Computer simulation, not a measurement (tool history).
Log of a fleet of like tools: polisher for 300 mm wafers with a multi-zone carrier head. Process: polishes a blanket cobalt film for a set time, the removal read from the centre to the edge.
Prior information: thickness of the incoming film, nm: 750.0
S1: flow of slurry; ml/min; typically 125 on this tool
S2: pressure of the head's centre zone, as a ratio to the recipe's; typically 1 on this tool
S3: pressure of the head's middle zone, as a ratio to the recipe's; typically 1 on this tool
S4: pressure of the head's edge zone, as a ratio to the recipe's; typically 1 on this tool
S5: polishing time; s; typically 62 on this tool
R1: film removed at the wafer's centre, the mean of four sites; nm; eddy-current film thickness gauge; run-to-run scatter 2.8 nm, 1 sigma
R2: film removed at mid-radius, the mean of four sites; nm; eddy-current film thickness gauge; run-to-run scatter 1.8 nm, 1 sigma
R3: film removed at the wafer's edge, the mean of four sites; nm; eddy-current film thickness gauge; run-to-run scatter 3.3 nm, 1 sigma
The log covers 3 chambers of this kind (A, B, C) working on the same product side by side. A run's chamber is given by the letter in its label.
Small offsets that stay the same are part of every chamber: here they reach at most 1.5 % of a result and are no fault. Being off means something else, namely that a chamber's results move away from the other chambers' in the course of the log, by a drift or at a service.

run 1A hour=8.2 | S1=125 S2=1 S3=1 S4=1 S5=62 | R1=242.98 R2=244.65 R3=249.73
run 2B hour=17.6 | S1=125 S2=1 S3=1 S4=1 S5=62 | R1=237.13 R2=239.43 R3=237.84
run 3C hour=25.4 | S1=125 S2=1 S3=1 S4=1 S5=62 | R1=243.79 R2=244.95 R3=244.56
run 4A hour=30.2 | S1=125 S2=1 S3=1 S4=1 S5=62 | R1=242.62 R2=247.76 R3=239.53
-- hour=31.3 chamber B: worn pad replaced by a new one
-- hour=34.4 chamber B: centre zone pressure recalibrated
run 5C hour=40.1 | S1=125 S2=1 S3=1 S4=1 S5=62 | R1=245.25 R2=245.8 R3=242.57
-- hour=40.9 chamber C: worn pad replaced by a new one
run 6B hour=47.7 | S1=125 S2=1.08 S3=1 S4=1.11 S5=62 | R1=262.3 R2=242.66 R3=260.42
-- hour=50.4 chamber A: worn pad replaced by a new one
run 7A hour=57.8 | S1=125 S2=1.08 S3=1 S4=1.11 S5=62 | R1=263.25 R2=243.76 R3=257.54
run 8B hour=65.4 | S1=125 S2=1.08 S3=1 S4=1.11 S5=62 | R1=266.59 R2=241.72 R3=258.71
run 9C hour=75.4 | S1=125 S2=1 S3=1 S4=1 S5=62 | R1=246.36 R2=243.75 R3=243
run 10A hour=80.5 | S1=125 S2=0.95 S3=1 S4=1 S5=62 | R1=232.22 R2=248.69 R3=245.82
run 11B hour=89.2 | S1=125 S2=0.95 S3=1 S4=1 S5=62 | R1=229.67 R2=244.65 R3=246.59
-- hour=96.6 chamber C: worn pad replaced by a new one
run 12C hour=98.8 | S1=125 S2=0.95 S3=1 S4=1 S5=62 | R1=230.57 R2=245.4 R3=243.53
run 13B hour=109.1 | S1=125 S2=1 S3=1 S4=1 S5=62 | R1=239.24 R2=244.93 R3=243.76
-- hour=112 chamber C: slurry nozzle cleaned
run 14C hour=119.7 | S1=125 S2=1 S3=1 S4=1 S5=62 | R1=251.85 R2=247.31 R3=237.64
-- hour=125.7 chamber A: worn pad replaced by a new one
run 15A hour=125.9 | S1=125 S2=1 S3=1 S4=1.06 S5=62 | R1=241.99 R2=244.43 R3=258.01
-- hour=131.6 chamber B: slurry nozzle cleaned
run 16A hour=132 | S1=125 S2=1 S3=1 S4=1.06 S5=62 | R1=239.14 R2=248.84 R3=249.47
run 17B hour=137 | S1=125 S2=1 S3=1 S4=1.06 S5=62 | R1=244.01 R2=246.99 R3=256.83
-- hour=137.7 chamber B: worn pad replaced by a new one
run 18C hour=142.1 | S1=125 S2=1 S3=1 S4=1 S5=62 | R1=251.56 R2=245.99 R3=241.35
-- hour=143 chamber C: worn pad replaced by a new one
run 19A hour=148.2 | S1=90 S2=1 S3=1 S4=1 S5=70 | R1=247.63 R2=255.28 R3=260.41
run 20B hour=154.6 | S1=90 S2=1 S3=1 S4=1 S5=70 | R1=249.68 R2=251.95 R3=260.67
run 21C hour=165.2 | S1=90 S2=1 S3=1 S4=1 S5=70 | R1=251.6 R2=254.8 R3=255.99

Read the log: is a single chamber off, either drifting away or since a service, is the gauge that measures every chamber drifting, or is nothing wrong beyond small per-chamber offsets? Name any odd chamber and what most likely caused it.

Nothing is wrong: each chamber keeps only its own small, steady offset and the gauge holds still.
